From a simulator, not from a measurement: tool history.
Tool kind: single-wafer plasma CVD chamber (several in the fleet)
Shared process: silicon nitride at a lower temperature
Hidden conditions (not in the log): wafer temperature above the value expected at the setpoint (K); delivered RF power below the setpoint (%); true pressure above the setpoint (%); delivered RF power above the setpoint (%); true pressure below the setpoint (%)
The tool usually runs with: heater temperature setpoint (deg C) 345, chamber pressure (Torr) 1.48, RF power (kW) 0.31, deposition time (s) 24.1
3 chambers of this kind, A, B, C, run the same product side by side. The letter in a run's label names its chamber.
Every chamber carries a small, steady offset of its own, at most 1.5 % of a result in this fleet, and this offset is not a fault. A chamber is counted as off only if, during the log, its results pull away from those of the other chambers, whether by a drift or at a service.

run   hour  heater temperature setpoint (deg C)  chamber pressure (Torr)  RF power (kW)  deposition time (s)  hours since the last thermocouple change  hours since the last RF generator calibration  hours since the last manometer calibration  read-back reference wafer on the same gauge, thickness_nm  mean film thickness on the monitor wafer (Å)
 1A    6.5                                  345                     1.48           0.31                 24.1                                    1220.4                                         1287.4                                         505                                                     25.788                                        287.09
 2C   11.6                                  345                     1.48           0.31                 24.1                                    1615.4                                          879.2                                         578                                                     25.799                                        285.39
        14  -- chamber A: RF generator calibrated
 3B   15.9                                  345                     1.48           0.31                 24.1                                     791.3                                          179.3                                       850.7                                                     25.782                                        280.61
 4C   22.1                                  345                     1.48           0.31                 24.1                                    1625.9                                          889.7                                       588.5                                                     25.782                                        285.34
 5B   27.8                                  345                     1.48           0.31                 24.1                                     803.2                                          191.2                                       862.6                                                     25.786                                        280.33
 6A   32.2                                  345                     1.48           0.31                 24.1                                    1246.1                                           18.3                                       530.7                                                     25.777                                        286.74
 7C   36.6                                  339                     1.48           0.31                 24.1                                    1640.4                                          904.2                                         603                                                     25.777                                        286.35
 8B     43                                  339                     1.48           0.31                 24.1                                     818.4                                          206.4                                       877.8                                                     25.775                                        281.57
 9A   49.5                                  339                     1.48           0.31                 24.1                                    1263.4                                           35.6                                         548                                                     25.766                                        287.74
10B   57.4                                  345                     1.48           0.31                 24.1                                     832.8                                          220.8                                       892.2                                                     25.754                                        280.59
11A   63.5                                  345                     1.48           0.28                 24.1                                    1277.4                                           49.6                                         562                                                     25.749                                         267.8
12C   71.3                                  345                     1.48           0.28                 24.1                                    1675.1                                          938.9                                       637.7                                                      25.75                                        266.26
13B   77.8                                  345                     1.48           0.28                 24.1                                     853.2                                          241.2                                       912.6                                                     25.743                                        261.36
14A   86.8                                  345                     1.48           0.31                 24.1                                    1300.7                                           72.9                                       585.3                                                     25.742                                        286.83
15C   93.1                                  345                     1.48           0.31                 24.1                                    1696.9                                          960.7                                       659.5                                                     25.738                                        284.67
16A  101.9                                  345                     1.48           0.31                 24.1                                    1315.8                                             88                                       600.4                                                     25.734                                        286.62
17C    109                                  345                     1.48           0.27                 24.1                                    1712.8                                          976.6                                       675.4                                                     25.717                                        259.69
18B  117.4                                  345                     1.48           0.27                 24.1                                     892.8                                          280.8                                       952.2                                                     25.717                                        254.55
19B  125.5                                  345                     1.48           0.27                 24.1                                     900.9                                          288.9                                       960.3                                                      25.71                                        254.38
20A  133.7                                  345                     1.48           0.31                 24.1                                    1347.6                                          119.8                                       632.2                                                     25.718                                        285.94
21C  138.4                                  345                     1.48           0.31                 24.1                                    1742.2                                           1006                                       704.8                                                     25.706                                        284.75
22B  142.6                                  345                     1.48           0.31                 24.1                                       918                                            306                                       977.4                                                     25.697                                        279.59
23A  150.2                                  337                     1.48           0.31                 24.1                                    1364.1                                          136.3                                       648.7                                                       25.7                                        287.42
24C  158.4                                  337                     1.48           0.31                 24.1                                    1762.2                                           1026                                       724.8                                                     25.689                                           285

Is one chamber out of step, is the gauge drifting, or do the chambers differ by no more than their own small offsets? For an off chamber, give its letter and the likeliest cause.

The gauge drifts, so all chambers seem to drift together. No chamber is off.
Likeliest cause: gauge reads low (%) = 0.434.
